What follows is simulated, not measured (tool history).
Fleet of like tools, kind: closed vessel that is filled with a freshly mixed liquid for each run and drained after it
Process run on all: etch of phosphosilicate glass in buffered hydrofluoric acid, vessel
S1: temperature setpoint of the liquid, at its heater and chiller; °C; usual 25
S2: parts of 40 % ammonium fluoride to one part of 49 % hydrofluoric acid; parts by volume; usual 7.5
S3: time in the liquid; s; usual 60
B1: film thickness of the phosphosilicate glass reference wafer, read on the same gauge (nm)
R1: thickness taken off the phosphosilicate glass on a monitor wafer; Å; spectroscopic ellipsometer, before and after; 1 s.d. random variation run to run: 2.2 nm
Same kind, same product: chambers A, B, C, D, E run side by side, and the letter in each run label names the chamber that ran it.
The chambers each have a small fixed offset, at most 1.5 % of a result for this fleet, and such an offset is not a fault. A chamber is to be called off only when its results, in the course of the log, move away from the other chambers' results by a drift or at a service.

run   hour  S1    S2  S3      B1      R1
 1D    6.2  25   7.5  60  79.996  2849.0
 2B   13.2  25   7.5  60  80.021  2866.6
 3A   19.6  25   7.5  60  80.040  2803.5
 4C   27.0  25   7.5  60  80.004  2833.1
 5E   33.0  25   7.5  40  80.009  1893.6
 6E   40.7  25   7.5  40  80.026  1886.5
 7D   45.5  25   7.5  40  80.021  1910.5
 8A   52.9  25   7.5  40  80.016  1908.1
 9C   62.9  25   7.5  40  79.980  1926.6
10B   71.9  25   7.5  60  79.997  2885.7
11E   76.2  25   7.5  60  80.024  2867.8
12D   84.9  30   7.5  40  80.004  2502.8
13C   94.0  30   7.5  40  79.997  2548.2
      95.2  -- chamber E: hydrofluoric acid flow meter replaced
14B   99.5  30   7.5  40  79.977  2547.9
15A  105.5  30   7.5  40  79.997  2495.3
16A  110.1  30   7.5  40  80.001  2497.8
17B  118.2  25   7.5  60  80.002  2875.9
18D  126.8  25   7.5  60  79.994  2892.6
19E  132.2  25   7.5  60  80.005  2842.2
20C  139.3  25   7.5  60  79.992  2913.9
21B  147.1  25   7.5  60  79.998  2885.4
22D  155.9  25   7.5  60  80.032  2847.0
23C  160.8  25   7.5  60  79.981  3003.9
24A  166.5  25   7.5  60  80.026  2856.7
25E  176.3  25   7.5  60  80.021  2875.3
26E  184.9  25   7.5  60  79.972  2844.0
27B  191.5  25   7.5  60  79.968  2926.3
28D  201.4  25   7.5  60  79.998  2847.7
29C  207.8  25   7.5  60  80.000  3073.1
30A  214.1  25   7.5  60  79.996  2846.5
31A  218.8  25   7.5  60  80.002  2843.7
32D  224.2  25   7.5  60  80.004  2862.1
33C  230.9  25  10.0  60  80.002  2419.1
34E  236.9  25  10.0  60  79.971  2174.6
35B  244.1  25  10.0  60  80.006  2191.3

The same settings go to every chamber for the next run, one line per chamber below. Forecast the results for each:
36A  251.3  29  7.5  60       ?
36B  251.3  29  7.5  60       ?
36C  251.3  29  7.5  60       ?
36D  251.3  29  7.5  60       ?
36E  251.3  29  7.5  60       ?

run      R1
36A  3538.2
36B  3572.3
36C  3854.8
36D  3522.9
36E  3529.4

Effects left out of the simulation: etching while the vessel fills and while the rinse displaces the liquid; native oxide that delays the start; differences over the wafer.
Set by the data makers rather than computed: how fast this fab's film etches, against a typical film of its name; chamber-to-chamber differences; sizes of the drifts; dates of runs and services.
